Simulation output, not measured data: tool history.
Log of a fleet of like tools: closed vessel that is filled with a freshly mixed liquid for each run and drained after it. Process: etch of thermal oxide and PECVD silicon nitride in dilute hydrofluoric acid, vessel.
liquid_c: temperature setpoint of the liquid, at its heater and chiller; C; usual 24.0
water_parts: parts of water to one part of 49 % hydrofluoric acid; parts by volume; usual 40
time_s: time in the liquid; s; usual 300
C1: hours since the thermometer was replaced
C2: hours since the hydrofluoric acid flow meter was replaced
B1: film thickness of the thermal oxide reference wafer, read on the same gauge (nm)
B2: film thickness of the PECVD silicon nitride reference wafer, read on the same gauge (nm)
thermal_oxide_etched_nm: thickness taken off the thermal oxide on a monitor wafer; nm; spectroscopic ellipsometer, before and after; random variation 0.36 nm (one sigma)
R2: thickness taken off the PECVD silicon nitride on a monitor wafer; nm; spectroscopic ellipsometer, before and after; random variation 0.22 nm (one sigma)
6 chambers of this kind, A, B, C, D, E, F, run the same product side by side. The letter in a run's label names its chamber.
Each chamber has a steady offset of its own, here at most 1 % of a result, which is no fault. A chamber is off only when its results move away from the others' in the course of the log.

{"run": "1B", "day": 0.325, "liquid_c": 24.0, "water_parts": 40, "time_s": 300, "C1": 1922.4, "C2": 1459.8, "B1": 70.01, "B2": 70.005, "thermal_oxide_etched_nm": 40.174, "R2": 25.326}
{"run": "2A", "day": 0.571, "liquid_c": 24.0, "water_parts": 40, "time_s": 300, "C1": 569.1, "C2": 816.1, "B1": 69.996, "B2": 69.961, "thermal_oxide_etched_nm": 39.413, "R2": 24.994}
{"run": "3D", "day": 0.808, "liquid_c": 24.0, "water_parts": 40, "time_s": 300, "C1": 532.1, "C2": 353.4, "B1": 69.986, "B2": 69.984, "thermal_oxide_etched_nm": 38.969, "R2": 25.291}
{"run": "4E", "day": 1.146, "liquid_c": 24.0, "water_parts": 40, "time_s": 300, "C1": 501.2, "C2": 1417.3, "B1": 70.036, "B2": 69.98, "thermal_oxide_etched_nm": 39.151, "R2": 25.347}
{"run": "5C", "day": 1.454, "liquid_c": 24.0, "water_parts": 40, "time_s": 300, "C1": 494.1, "C2": 81.0, "B1": 70.029, "B2": 70.002, "thermal_oxide_etched_nm": 39.498, "R2": 25.389}
{"run": "6F", "day": 1.662, "liquid_c": 26.5, "water_parts": 30, "time_s": 300, "C1": 432.1, "C2": 369.0, "B1": 70.045, "B2": 70.018, "thermal_oxide_etched_nm": 57.907, "R2": 39.287}
{"run": "7A", "day": 1.846, "liquid_c": 26.5, "water_parts": 30, "time_s": 300, "C1": 599.7, "C2": 846.7, "B1": 69.981, "B2": 69.986, "thermal_oxide_etched_nm": 59.265, "R2": 38.874}
{"run": "8F", "day": 2.112, "liquid_c": 26.5, "water_parts": 30, "time_s": 300, "C1": 442.9, "C2": 379.8, "B1": 70.008, "B2": 70.041, "thermal_oxide_etched_nm": 58.499, "R2": 38.823}
{"run": "9D", "day": 2.446, "liquid_c": 26.5, "water_parts": 30, "time_s": 300, "C1": 571.4, "C2": 392.7, "B1": 69.985, "B2": 70.003, "thermal_oxide_etched_nm": 58.67, "R2": 39.963}
{"run": "10E", "day": 2.762, "liquid_c": 26.5, "water_parts": 30, "time_s": 300, "C1": 540.0, "C2": 1456.1, "B1": 69.981, "B2": 69.995, "thermal_oxide_etched_nm": 57.891, "R2": 39.882}
{"run": "11C", "day": 3.004, "liquid_c": 26.5, "water_parts": 30, "time_s": 300, "C1": 531.3, "C2": 118.2, "B1": 70.027, "B2": 69.957, "thermal_oxide_etched_nm": 59.168, "R2": 39.675}
{"run": "12B", "day": 3.158, "liquid_c": 24.0, "water_parts": 40, "time_s": 300, "C1": 1990.4, "C2": 1527.8, "B1": 69.966, "B2": 70.012, "thermal_oxide_etched_nm": 39.747, "R2": 25.551}
{"run": "13A", "day": 3.396, "liquid_c": 24.0, "water_parts": 40, "time_s": 300, "C1": 636.9, "C2": 883.9, "B1": 70.017, "B2": 70.016, "thermal_oxide_etched_nm": 39.77, "R2": 25.304}
{"run": "14D", "day": 3.633, "liquid_c": 24.0, "water_parts": 40, "time_s": 300, "C1": 599.9, "C2": 421.2, "B1": 70.026, "B2": 69.972, "thermal_oxide_etched_nm": 40.476, "R2": 25.819}
{"run": "15E", "day": 3.896, "liquid_c": 24.0, "water_parts": 40, "time_s": 300, "C1": 567.2, "C2": 1483.3, "B1": 69.979, "B2": 69.98, "thermal_oxide_etched_nm": 39.09, "R2": 25.174}
{"run": "16C", "day": 4.071, "liquid_c": 24.0, "water_parts": 40, "time_s": 300, "C1": 556.9, "C2": 143.8, "B1": 70.057, "B2": 70.007, "thermal_oxide_etched_nm": 39.974, "R2": 25.628}
{"run": "17F", "day": 4.312, "liquid_c": 24.0, "water_parts": 40, "time_s": 300, "C1": 495.7, "C2": 432.6, "B1": 69.992, "B2": 69.986, "thermal_oxide_etched_nm": 39.159, "R2": 24.945}
{"run": "18B", "day": 4.596, "liquid_c": 24.0, "water_parts": 40, "time_s": 300, "C1": 2024.9, "C2": 1562.3, "B1": 69.948, "B2": 69.973, "thermal_oxide_etched_nm": 39.556, "R2": 25.119}
{"run": "19E", "day": 4.921, "liquid_c": 24.0, "water_parts": 40, "time_s": 300, "C1": 591.8, "C2": 1507.9, "B1": 70.029, "B2": 69.99, "thermal_oxide_etched_nm": 38.985, "R2": 24.935}
{"run": "20C", "day": 5.088, "liquid_c": 24.0, "water_parts": 40, "time_s": 300, "C1": 581.3, "C2": 168.2, "B1": 69.985, "B2": 70.054, "thermal_oxide_etched_nm": 39.941, "R2": 25.538}
{"run": "21F", "day": 5.367, "liquid_c": 24.0, "water_parts": 40, "time_s": 300, "C1": 521.0, "C2": 457.9, "B1": 69.973, "B2": 69.99, "thermal_oxide_etched_nm": 39.869, "R2": 25.056}
{"day": 5.512, "done": "chamber C: thermometer replaced"}
{"run": "22A", "day": 5.6, "liquid_c": 24.0, "water_parts": 40, "time_s": 300, "C1": 689.8, "C2": 936.8, "B1": 69.984, "B2": 70.025, "thermal_oxide_etched_nm": 39.838, "R2": 25.703}
{"run": "23D", "day": 5.942, "liquid_c": 24.0, "water_parts": 40, "time_s": 300, "C1": 655.3, "C2": 476.6, "B1": 70.015, "B2": 69.983, "thermal_oxide_etched_nm": 41.331, "R2": 26.588}
{"run": "24B", "day": 6.175, "liquid_c": 24.0, "water_parts": 40, "time_s": 300, "C1": 2062.8, "C2": 1600.2, "B1": 69.997, "B2": 70.009, "thermal_oxide_etched_nm": 40.027, "R2": 25.675}
{"run": "25D", "day": 6.417, "liquid_c": 24.0, "water_parts": 40, "time_s": 300, "C1": 666.7, "C2": 488.0, "B1": 70.044, "B2": 69.986, "thermal_oxide_etched_nm": 40.849, "R2": 26.627}
{"run": "26E", "day": 6.592, "liquid_c": 24.0, "water_parts": 40, "time_s": 300, "C1": 631.9, "C2": 1548.0, "B1": 70.011, "B2": 70.018, "thermal_oxide_etched_nm": 39.192, "R2": 25.474}
{"run": "27F", "day": 6.817, "liquid_c": 24.0, "water_parts": 40, "time_s": 300, "C1": 555.8, "C2": 492.7, "B1": 69.993, "B2": 69.994, "thermal_oxide_etched_nm": 39.123, "R2": 24.877}
{"run": "28A", "day": 7.017, "liquid_c": 24.0, "water_parts": 40, "time_s": 300, "C1": 723.8, "C2": 970.8, "B1": 69.98, "B2": 69.971, "thermal_oxide_etched_nm": 39.855, "R2": 24.954}
{"run": "29B", "day": 7.288, "liquid_c": 24.0, "water_parts": 40, "time_s": 300, "C1": 2089.5, "C2": 1626.9, "B1": 69.966, "B2": 70.018, "thermal_oxide_etched_nm": 39.499, "R2": 24.999}
{"run": "30C", "day": 7.579, "liquid_c": 24.0, "water_parts": 40, "time_s": 300, "C1": 49.6, "C2": 228.0, "B1": 70.033, "B2": 69.976, "thermal_oxide_etched_nm": 39.567, "R2": 25.318}
{"run": "31C", "day": 7.892, "liquid_c": 24.0, "water_parts": 40, "time_s": 300, "C1": 57.1, "C2": 235.5, "B1": 69.985, "B2": 69.937, "thermal_oxide_etched_nm": 39.239, "R2": 25.381}
{"run": "32B", "day": 8.121, "liquid_c": 24.0, "water_parts": 40, "time_s": 300, "C1": 2109.5, "C2": 1646.9, "B1": 69.976, "B2": 69.984, "thermal_oxide_etched_nm": 39.666, "R2": 25.368}
{"run": "33A", "day": 8.396, "liquid_c": 21.0, "water_parts": 40, "time_s": 300, "C1": 756.9, "C2": 1003.9, "B1": 69.915, "B2": 69.983, "thermal_oxide_etched_nm": 34.991, "R2": 20.644}
{"run": "34D", "day": 8.567, "liquid_c": 21.0, "water_parts": 40, "time_s": 300, "C1": 718.3, "C2": 539.6, "B1": 69.927, "B2": 69.982, "thermal_oxide_etched_nm": 36.337, "R2": 21.908}
{"run": "35E", "day": 8.742, "liquid_c": 21.0, "water_parts": 40, "time_s": 300, "C1": 683.5, "C2": 1599.6, "B1": 69.998, "B2": 70.011, "thermal_oxide_etched_nm": 34.529, "R2": 20.38}
{"run": "36F", "day": 8.946, "liquid_c": 21.0, "water_parts": 40, "time_s": 300, "C1": 606.9, "C2": 543.8, "B1": 70.056, "B2": 69.998, "thermal_oxide_etched_nm": 35.026, "R2": 20.652}
{"run": "37B", "day": 9.158, "liquid_c": 21.0, "water_parts": 40, "time_s": 300, "C1": 2134.4, "C2": 1671.8, "B1": 69.982, "B2": 70.029, "thermal_oxide_etched_nm": 35.095, "R2": 20.861}
{"run": "38C", "day": 9.492, "liquid_c": 21.0, "water_parts": 40, "time_s": 300, "C1": 95.5, "C2": 273.9, "B1": 69.96, "B2": 70.001, "thermal_oxide_etched_nm": 34.921, "R2": 20.687}

All 6 chambers run these settings next. Forecast each chamber's results:
{"run": "39A", "day": 9.738, "liquid_c": 24.0, "water_parts": 40, "time_s": 300, "thermal_oxide_etched_nm": "?", "R2": "?"}
{"run": "39B", "day": 9.738, "liquid_c": 24.0, "water_parts": 40, "time_s": 300, "thermal_oxide_etched_nm": "?", "R2": "?"}
{"run": "39C", "day": 9.738, "liquid_c": 24.0, "water_parts": 40, "time_s": 300, "thermal_oxide_etched_nm": "?", "R2": "?"}
{"run": "39D", "day": 9.738, "liquid_c": 24.0, "water_parts": 40, "time_s": 300, "thermal_oxide_etched_nm": "?", "R2": "?"}
{"run": "39E", "day": 9.738, "liquid_c": 24.0, "water_parts": 40, "time_s": 300, "thermal_oxide_etched_nm": "?", "R2": "?"}
{"run": "39F", "day": 9.738, "liquid_c": 24.0, "water_parts": 40, "time_s": 300, "thermal_oxide_etched_nm": "?", "R2": "?"}

run=39A thermal_oxide_etched_nm=39.067 R2=25.312
run=39B thermal_oxide_etched_nm=39.603 R2=25.233
run=39C thermal_oxide_etched_nm=40.198 R2=25.113
run=39D thermal_oxide_etched_nm=40.985 R2=27.553
run=39E thermal_oxide_etched_nm=38.549 R2=24.800
run=39F thermal_oxide_etched_nm=39.245 R2=24.863
